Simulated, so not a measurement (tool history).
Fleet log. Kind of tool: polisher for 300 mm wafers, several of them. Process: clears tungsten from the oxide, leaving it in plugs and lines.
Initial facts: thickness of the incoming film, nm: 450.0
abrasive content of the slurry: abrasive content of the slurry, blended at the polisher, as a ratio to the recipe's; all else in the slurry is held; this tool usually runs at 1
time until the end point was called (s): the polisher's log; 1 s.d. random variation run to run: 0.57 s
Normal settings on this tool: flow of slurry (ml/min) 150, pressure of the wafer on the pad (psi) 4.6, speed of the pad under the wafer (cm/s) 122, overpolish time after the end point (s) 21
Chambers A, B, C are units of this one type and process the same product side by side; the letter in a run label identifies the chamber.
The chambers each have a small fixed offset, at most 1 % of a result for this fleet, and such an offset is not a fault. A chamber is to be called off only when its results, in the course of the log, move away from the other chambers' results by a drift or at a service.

run	hour	flow of slurry (ml/min)	pressure of the wafer on the pad (psi)	speed of the pad under the wafer (cm/s)	abrasive content of the slurry	overpolish time after the end point (s)	time until the end point was called (s)
1C	6.4	150	4.6	122	1	21	55.314
2A	11.8	150	4.6	122	1	21	53.462
# hour 17.6: chamber B: worn pad replaced by a new one
3B	19.8	150	4.6	122	1	21	53.855
4B	27.9	150	4.6	122	1	21	53.631
# hour 29.5: chamber B: slurry blender recalibrated
5C	35.7	150	5.4	122	1	21	46.221
# hour 42.7: chamber B: slurry tank refilled with fresh slurry and peroxide
6A	44.5	150	5.4	122	1	21	45.734
7C	51.7	150	5.4	122	1	21	46.983
8B	58.8	150	4.6	122	1	21	54.847
9A	65.9	150	4.6	122	1	21	53.419
# hour 73.7: chamber A: worn pad replaced by a new one
10C	74.3	150	4.6	122	1	21	54.644
11B	81.4	150	4.6	122	1	21	54.255
# hour 83.3: chamber C: slurry tank refilled with fresh slurry and peroxide
12A	87.1	150	4.6	122	1	21	54.151
13B	94.7	150	4.6	122	1	21	53.386
# hour 95.7: chamber B: slurry tank refilled with fresh slurry and peroxide
14C	102.8	150	4.6	122	1	21	55.653
# hour 107.7: chamber A: slurry tank refilled with fresh slurry and peroxide
15A	109.5	150	4.6	122	1	21	55.223
16B	113.8	150	4.6	122	1	21	54.433
17C	118.8	150	4.6	122	1	21	56.925
# hour 120.9: chamber B: worn pad replaced by a new one
# hour 124.3: chamber A: slurry blender recalibrated
18A	124.9	150	4.6	122	1	21	54.559
# hour 130.9: chamber C: slurry nozzle cleaned
19B	133.6	150	4.6	122	1	21	54.276
20A	140.9	150	4.6	122	1	21	54.867
21C	148.7	150	4.6	122	1	21	57.353
# hour 153.1: chamber B: slurry tank refilled with fresh slurry and peroxide
22B	154.0	150	4.6	122	1	21	53.603
23A	158.5	150	4.6	122	1	21	53.889
24C	163.1	150	4.6	122	1	21	55.692
25C	169.3	150	4.6	122	1	21	57.271
# hour 169.9: chamber B: slurry nozzle cleaned
26B	177.0	150	4.6	122	1	21	53.997
27A	181.9	150	4.6	122	1	21	54.001
28C	189.1	110	4.6	122	1	12	62.169
# hour 193.3: chamber A: worn pad replaced by a new one
29A	196.3	110	4.6	122	1	12	57.875
30B	204.8	110	4.6	122	1	12	58.200
# hour 209.4: chamber B: slurry tank refilled with fresh slurry and peroxide
31C	210.7	150	4.6	122	1	21	59.193
32A	216.3	150	4.6	122	1	21	54.583
33B	222.2	150	4.6	122	1	21	54.264
34A	228.9	150	4.6	122	1	21	54.475
# hour 229.7: chamber B: worn pad replaced by a new one
# hour 233.4: chamber C: slurry tank refilled with fresh slurry and peroxide
35C	236.0	150	4.6	122	1	21	57.672
36B	241.3	150	4.6	122	1	21	54.100
37B	248.6	150	4.6	122	1	21	53.924
38A	254.9	150	4.6	122	1	21	54.465
39C	260.4	150	4.6	122	1	21	59.322
40A	266.5	150	4.6	122	1	21	54.700
# hour 269.7: chamber A: slurry tank refilled with fresh slurry and peroxide
# hour 272.1: chamber B: slurry tank refilled with fresh slurry and peroxide
41B	274.3	150	4.6	122	1	21	54.803
42C	281.8	150	4.6	122	1	21	59.887
43A	286.7	150	5.1	122	1	21	48.912

Each of the 3 chambers runs these same settings next. Fill in every chamber's results:
44A	293.1	150	4.6	122	1	21	?
44B	293.1	150	4.6	122	1	21	?
44C	293.1	150	4.6	122	1	21	?

run	time until the end point was called (s)
44A	53.742
44B	54.677
44C	60.309
